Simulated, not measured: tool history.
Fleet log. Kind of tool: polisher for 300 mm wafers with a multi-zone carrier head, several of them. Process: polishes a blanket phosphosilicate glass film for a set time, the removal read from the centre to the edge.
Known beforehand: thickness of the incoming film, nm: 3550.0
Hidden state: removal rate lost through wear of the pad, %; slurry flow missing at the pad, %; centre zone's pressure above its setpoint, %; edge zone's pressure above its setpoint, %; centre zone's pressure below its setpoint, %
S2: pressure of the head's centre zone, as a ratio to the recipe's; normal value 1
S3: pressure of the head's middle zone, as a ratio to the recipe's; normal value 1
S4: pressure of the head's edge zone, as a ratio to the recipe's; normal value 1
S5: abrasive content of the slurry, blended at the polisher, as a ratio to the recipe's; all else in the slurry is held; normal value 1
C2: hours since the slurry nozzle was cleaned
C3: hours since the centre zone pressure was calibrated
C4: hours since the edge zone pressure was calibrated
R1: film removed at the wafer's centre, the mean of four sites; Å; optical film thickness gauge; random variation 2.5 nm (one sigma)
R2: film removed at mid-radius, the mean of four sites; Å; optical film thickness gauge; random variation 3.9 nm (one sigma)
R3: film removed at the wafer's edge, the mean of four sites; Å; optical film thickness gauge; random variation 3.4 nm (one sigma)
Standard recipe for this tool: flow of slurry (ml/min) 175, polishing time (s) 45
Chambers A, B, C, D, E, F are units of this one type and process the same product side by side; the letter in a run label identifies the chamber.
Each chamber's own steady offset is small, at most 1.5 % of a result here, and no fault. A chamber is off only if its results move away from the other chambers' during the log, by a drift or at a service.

{"run": "1A", "hour": 9.0, "flow of slurry (ml/min)": 175, "S2": 1, "S3": 1, "S4": 1, "S5": 1, "polishing time (s)": 45, "wafers polished on this pad": 642, "C2": 108.3, "C3": 1422.5, "C4": 846.4, "R1": 2629.5, "R2": 2700.7, "R3": 2607.5}
{"hour": 11.7, "done": "chamber F: centre zone pressure recalibrated"}
{"hour": 15.0, "done": "chamber B: edge zone pressure recalibrated"}
{"run": "2F", "hour": 20.1, "flow of slurry (ml/min)": 175, "S2": 1, "S3": 1, "S4": 1, "S5": 1, "polishing time (s)": 45, "wafers polished on this pad": 813, "C2": 689.5, "C3": 8.4, "C4": 225.7, "R1": 2628.3, "R2": 2593, "R3": 2665.3}
{"hour": 23.3, "done": "chamber D: worn pad replaced by a new one"}
{"run": "3E", "hour": 27.6, "flow of slurry (ml/min)": 175, "S2": 1, "S3": 1, "S4": 1, "S5": 1, "polishing time (s)": 45, "wafers polished on this pad": 924, "C2": 541.1, "C3": 1250.8, "C4": 499.6, "R1": 2634.7, "R2": 2684.9, "R3": 2638.5}
{"hour": 29.0, "done": "chamber F: worn pad replaced by a new one"}
{"hour": 31.7, "done": "chamber A: centre zone pressure recalibrated"}
{"hour": 32.6, "done": "chamber C: worn pad replaced by a new one"}
{"hour": 35.6, "done": "chamber B: worn pad replaced by a new one"}
{"run": "4C", "hour": 35.8, "flow of slurry (ml/min)": 175, "S2": 1, "S3": 1, "S4": 1, "S5": 1, "polishing time (s)": 45, "wafers polished on this pad": 39, "C2": 643.3, "C3": 58, "C4": 125.4, "R1": 2604.9, "R2": 2663.4, "R3": 2659}
{"run": "5B", "hour": 44.6, "flow of slurry (ml/min)": 175, "S2": 1, "S3": 1, "S4": 1, "S5": 1, "polishing time (s)": 45, "wafers polished on this pad": 110, "C2": 142.6, "C3": 790.9, "C4": 29.6, "R1": 2636.4, "R2": 2637.9, "R3": 2589.6}
{"run": "6D", "hour": 53.9, "flow of slurry (ml/min)": 175, "S2": 1, "S3": 1, "S4": 0.96, "S5": 1, "polishing time (s)": 51, "wafers polished on this pad": 375, "C2": 140.4, "C3": 777.9, "C4": 1171.1, "R1": 2975.8, "R2": 2982.9, "R3": 2952.5}
{"hour": 60.6, "done": "chamber E: worn pad replaced by a new one"}
{"run": "7B", "hour": 64.5, "flow of slurry (ml/min)": 175, "S2": 1, "S3": 1, "S4": 0.96, "S5": 1, "polishing time (s)": 51, "wafers polished on this pad": 354, "C2": 162.5, "C3": 810.8, "C4": 49.5, "R1": 3008.4, "R2": 3008.2, "R3": 2957.9}
{"hour": 69.8, "done": "chamber E: centre zone pressure recalibrated"}
{"run": "8F", "hour": 75.1, "flow of slurry (ml/min)": 175, "S2": 1, "S3": 1, "S4": 0.96, "S5": 1, "polishing time (s)": 51, "wafers polished on this pad": 565, "C2": 744.5, "C3": 63.4, "C4": 280.7, "R1": 2927.6, "R2": 2981.7, "R3": 2885.8}
{"run": "9C", "hour": 85.0, "flow of slurry (ml/min)": 175, "S2": 1, "S3": 1, "S4": 0.96, "S5": 1, "polishing time (s)": 51, "wafers polished on this pad": 642, "C2": 692.5, "C3": 107.2, "C4": 174.6, "R1": 2974.3, "R2": 3004.3, "R3": 2963.2}
{"run": "10A", "hour": 90.1, "flow of slurry (ml/min)": 175, "S2": 1, "S3": 1, "S4": 0.96, "S5": 1, "polishing time (s)": 51, "wafers polished on this pad": 1636, "C2": 189.4, "C3": 58.4, "C4": 927.5, "R1": 2979.1, "R2": 2948.4, "R3": 2999.5}
{"hour": 90.3, "done": "chamber B: worn pad replaced by a new one"}
{"hour": 94.3, "done": "chamber F: slurry nozzle cleaned"}
{"hour": 95.2, "done": "chamber D: edge zone pressure recalibrated"}
{"run": "11E", "hour": 96.7, "flow of slurry (ml/min)": 175, "S2": 1, "S3": 1, "S4": 0.96, "S5": 1, "polishing time (s)": 51, "wafers polished on this pad": 442, "C2": 610.2, "C3": 27, "C4": 568.7, "R1": 2898.5, "R2": 3004.1, "R3": 2953.8}
{"hour": 98.3, "done": "chamber A: slurry nozzle cleaned"}
{"run": "12D", "hour": 105.1, "flow of slurry (ml/min)": 175, "S2": 1, "S3": 1, "S4": 1, "S5": 1, "polishing time (s)": 45, "wafers polished on this pad": 1002, "C2": 191.6, "C3": 829.1, "C4": 9.9, "R1": 2643.7, "R2": 2616.6, "R3": 2624.7}
{"hour": 105.6, "done": "chamber F: worn pad replaced by a new one"}
{"run": "13E", "hour": 112.0, "flow of slurry (ml/min)": 175, "S2": 1, "S3": 1, "S4": 1, "S5": 1, "polishing time (s)": 45, "wafers polished on this pad": 630, "C2": 625.5, "C3": 42.3, "C4": 584, "R1": 2645.7, "R2": 2641.1, "R3": 2699.8}
{"hour": 118.1, "done": "chamber D: worn pad replaced by a new one"}
{"run": "14B", "hour": 118.2, "flow of slurry (ml/min)": 155, "S2": 1, "S3": 1, "S4": 1, "S5": 1, "polishing time (s)": 45, "wafers polished on this pad": 342, "C2": 216.2, "C3": 864.5, "C4": 103.2, "R1": 2563.7, "R2": 2584.9, "R3": 2631.8}
{"run": "15D", "hour": 123.1, "flow of slurry (ml/min)": 155, "S2": 1, "S3": 1, "S4": 1, "S5": 1, "polishing time (s)": 45, "wafers polished on this pad": 62, "C2": 209.6, "C3": 847.1, "C4": 27.9, "R1": 2601.6, "R2": 2500.1, "R3": 2623.2}
{"hour": 129.1, "done": "chamber C: slurry nozzle cleaned"}
{"run": "16C", "hour": 133.2, "flow of slurry (ml/min)": 155, "S2": 1, "S3": 1, "S4": 1, "S5": 1, "polishing time (s)": 45, "wafers polished on this pad": 1232, "C2": 4.2, "C3": 155.4, "C4": 222.8, "R1": 2502.3, "R2": 2623.4, "R3": 2624.1}
{"hour": 139.0, "done": "chamber B: slurry nozzle cleaned"}
{"run": "17A", "hour": 139.2, "flow of slurry (ml/min)": 155, "S2": 1, "S3": 1, "S4": 1, "S5": 1, "polishing time (s)": 45, "wafers polished on this pad": 2237, "C2": 40.9, "C3": 107.5, "C4": 976.6, "R1": 2486.1, "R2": 2533.2, "R3": 2544.8}
{"hour": 143.3, "done": "chamber B: worn pad replaced by a new one"}
{"run": "18F", "hour": 144.9, "flow of slurry (ml/min)": 155, "S2": 1, "S3": 1, "S4": 1, "S5": 1, "polishing time (s)": 45, "wafers polished on this pad": 481, "C2": 50.6, "C3": 133.2, "C4": 350.5, "R1": 2553.2, "R2": 2677.6, "R3": 2609.7}
{"hour": 148.1, "done": "chamber C: worn pad replaced by a new one"}
{"run": "19F", "hour": 156.2, "flow of slurry (ml/min)": 155, "S2": 1, "S3": 1, "S4": 1, "S5": 1, "polishing time (s)": 45, "wafers polished on this pad": 619, "C2": 61.9, "C3": 144.5, "C4": 361.8, "R1": 2553.4, "R2": 2599.5, "R3": 2640.4}
{"hour": 163.0, "done": "chamber E: worn pad replaced by a new one"}
{"run": "20E", "hour": 163.1, "flow of slurry (ml/min)": 175, "S2": 1, "S3": 1, "S4": 1, "S5": 1, "polishing time (s)": 45, "wafers polished on this pad": 1, "C2": 676.6, "C3": 93.4, "C4": 635.1, "R1": 2592.8, "R2": 2698.8, "R3": 2595.3}
{"run": "21D", "hour": 170.5, "flow of slurry (ml/min)": 140, "S2": 1, "S3": 1, "S4": 0.9, "S5": 1, "polishing time (s)": 45, "wafers polished on this pad": 643, "C2": 257, "C3": 894.5, "C4": 75.3, "R1": 2538.7, "R2": 2525.7, "R3": 2416.1}
{"run": "22B", "hour": 175.4, "flow of slurry (ml/min)": 140, "S2": 1, "S3": 1, "S4": 0.9, "S5": 1, "polishing time (s)": 45, "wafers polished on this pad": 394, "C2": 36.5, "C3": 921.7, "C4": 160.4, "R1": 2569.5, "R2": 2530.8, "R3": 2390.1}
{"hour": 184.9, "done": "chamber F: worn pad replaced by a new one"}
{"run": "23C", "hour": 185.8, "flow of slurry (ml/min)": 140, "S2": 1, "S3": 1, "S4": 0.9, "S5": 1, "polishing time (s)": 45, "wafers polished on this pad": 462, "C2": 56.8, "C3": 208, "C4": 275.4, "R1": 2468.7, "R2": 2560.6, "R3": 2453}
{"run": "24A", "hour": 191.3, "flow of slurry (ml/min)": 140, "S2": 1, "S3": 1, "S4": 0.9, "S5": 1, "polishing time (s)": 45, "wafers polished on this pad": 2875, "C2": 93, "C3": 159.6, "C4": 1028.7, "R1": 2370.3, "R2": 2388.2, "R3": 2313.9}
{"run": "25D", "hour": 197.8, "flow of slurry (ml/min)": 140, "S2": 1, "S3": 1, "S4": 0.9, "S5": 1, "polishing time (s)": 45, "wafers polished on this pad": 977, "C2": 284.3, "C3": 921.8, "C4": 102.6, "R1": 2472.3, "R2": 2496, "R3": 2453.7}
{"hour": 200.7, "done": "chamber B: worn pad replaced by a new one"}
{"hour": 202.1, "done": "chamber D: worn pad replaced by a new one"}
{"run": "26B", "hour": 208.1, "flow of slurry (ml/min)": 140, "S2": 1, "S3": 1, "S4": 0.9, "S5": 1, "polishing time (s)": 45, "wafers polished on this pad": 91, "C2": 69.2, "C3": 954.4, "C4": 193.1, "R1": 2532.2, "R2": 2512.8, "R3": 2432.4}
{"run": "27A", "hour": 219.0, "flow of slurry (ml/min)": 175, "S2": 1, "S3": 1, "S4": 1, "S5": 1, "polishing time (s)": 45, "wafers polished on this pad": 3214, "C2": 120.7, "C3": 187.3, "C4": 1056.4, "R1": 2451.4, "R2": 2473.3, "R3": 2424.1}
{"run": "28E", "hour": 227.7, "flow of slurry (ml/min)": 175, "S2": 1, "S3": 1, "S4": 1, "S5": 1, "polishing time (s)": 45, "wafers polished on this pad": 792, "C2": 741.2, "C3": 158, "C4": 699.7, "R1": 2584.5, "R2": 2573.1, "R3": 2610.8}
{"run": "29F", "hour": 233.4, "flow of slurry (ml/min)": 175, "S2": 1, "S3": 1, "S4": 1, "S5": 1, "polishing time (s)": 45, "wafers polished on this pad": 594, "C2": 139.1, "C3": 221.7, "C4": 439, "R1": 2615.5, "R2": 2634, "R3": 2618.3}
{"run": "30C", "hour": 242.2, "flow of slurry (ml/min)": 175, "S2": 1, "S3": 1, "S4": 1, "S5": 1, "polishing time (s)": 45, "wafers polished on this pad": 1153, "C2": 113.2, "C3": 264.4, "C4": 331.8, "R1": 2576.6, "R2": 2635.7, "R3": 2654.5}
{"run": "31A", "hour": 250.7, "flow of slurry (ml/min)": 175, "S2": 1, "S3": 1, "S4": 1, "S5": 1, "polishing time (s)": 45, "wafers polished on this pad": 3603, "C2": 152.4, "C3": 219, "C4": 1088.1, "R1": 2408.4, "R2": 2489.6, "R3": 2439.6}
{"hour": 256.2, "done": "chamber C: worn pad replaced by a new one"}
{"hour": 260.2, "done": "chamber F: worn pad replaced by a new one"}
{"run": "32D", "hour": 261.3, "flow of slurry (ml/min)": 175, "S2": 1, "S3": 1, "S4": 1, "S5": 1, "polishing time (s)": 45, "wafers polished on this pad": 726, "C2": 347.8, "C3": 985.3, "C4": 166.1, "R1": 2578.7, "R2": 2656.9, "R3": 2627.5}
{"hour": 267.4, "done": "chamber E: worn pad replaced by a new one"}
{"hour": 269.4, "done": "chamber B: worn pad replaced by a new one"}
{"run": "33E", "hour": 272.3, "flow of slurry (ml/min)": 175, "S2": 1, "S3": 1, "S4": 1, "S5": 1, "polishing time (s)": 45, "wafers polished on this pad": 61, "C2": 785.8, "C3": 202.6, "C4": 744.3, "R1": 2611.1, "R2": 2672.2, "R3": 2659.5}
{"run": "34B", "hour": 277.9, "flow of slurry (ml/min)": 175, "S2": 1, "S3": 1, "S4": 1, "S5": 1, "polishing time (s)": 45, "wafers polished on this pad": 104, "C2": 139, "C3": 1024.2, "C4": 262.9, "R1": 2689.8, "R2": 2606.8, "R3": 2604.3}
{"hour": 281.8, "done": "chamber D: worn pad replaced by a new one"}
{"run": "35F", "hour": 284.6, "flow of slurry (ml/min)": 175, "S2": 1, "S3": 1, "S4": 1, "S5": 1, "polishing time (s)": 45, "wafers polished on this pad": 299, "C2": 190.3, "C3": 272.9, "C4": 490.2, "R1": 2612.7, "R2": 2674.1, "R3": 2680.6}
{"run": "36C", "hour": 289.9, "flow of slurry (ml/min)": 140, "S2": 1, "S3": 1, "S4": 1, "S5": 0.85, "polishing time (s)": 45, "wafers polished on this pad": 413, "C2": 160.9, "C3": 312.1, "C4": 379.5, "R1": 2377.5, "R2": 2403.6, "R3": 2392.1}
{"run": "37F", "hour": 299.6, "flow of slurry (ml/min)": 140, "S2": 1, "S3": 1, "S4": 1, "S5": 0.85, "polishing time (s)": 45, "wafers polished on this pad": 483, "C2": 205.3, "C3": 287.9, "C4": 505.2, "R1": 2314.7, "R2": 2383, "R3": 2390.7}
{"run": "38D", "hour": 304.6, "flow of slurry (ml/min)": 140, "S2": 1, "S3": 1, "S4": 1, "S5": 0.85, "polishing time (s)": 45, "wafers polished on this pad": 279, "C2": 391.1, "C3": 1028.6, "C4": 209.4, "R1": 2334, "R2": 2330.5, "R3": 2402.8}

Next, all 6 chambers run the settings below, one line each with question marks for the results. What does each chamber give?
{"run": "39A", "hour": 312.8, "flow of slurry (ml/min)": 175, "S2": 1, "S3": 1.09, "S4": 1, "S5": 1, "polishing time (s)": 45, "R1": "?", "R2": "?", "R3": "?"}
{"run": "39B", "hour": 312.8, "flow of slurry (ml/min)": 175, "S2": 1, "S3": 1.09, "S4": 1, "S5": 1, "polishing time (s)": 45, "R1": "?", "R2": "?", "R3": "?"}
{"run": "39C", "hour": 312.8, "flow of slurry (ml/min)": 175, "S2": 1, "S3": 1.09, "S4": 1, "S5": 1, "polishing time (s)": 45, "R1": "?", "R2": "?", "R3": "?"}
{"run": "39D", "hour": 312.8, "flow of slurry (ml/min)": 175, "S2": 1, "S3": 1.09, "S4": 1, "S5": 1, "polishing time (s)": 45, "R1": "?", "R2": "?", "R3": "?"}
{"run": "39E", "hour": 312.8, "flow of slurry (ml/min)": 175, "S2": 1, "S3": 1.09, "S4": 1, "S5": 1, "polishing time (s)": 45, "R1": "?", "R2": "?", "R3": "?"}
{"run": "39F", "hour": 312.8, "flow of slurry (ml/min)": 175, "S2": 1, "S3": 1.09, "S4": 1, "S5": 1, "polishing time (s)": 45, "R1": "?", "R2": "?", "R3": "?"}

run=39A R1=2303.4 R2=2559.5 R3=2333.4
run=39B R1=2635.7 R2=2801.8 R3=2593.3
run=39C R1=2598.2 R2=2917.3 R3=2661.3
run=39D R1=2662.3 R2=2910.8 R3=2689.9
run=39E R1=2613.2 R2=2930.1 R3=2675.4
run=39F R1=2588.6 R2=2898.9 R3=2636.5

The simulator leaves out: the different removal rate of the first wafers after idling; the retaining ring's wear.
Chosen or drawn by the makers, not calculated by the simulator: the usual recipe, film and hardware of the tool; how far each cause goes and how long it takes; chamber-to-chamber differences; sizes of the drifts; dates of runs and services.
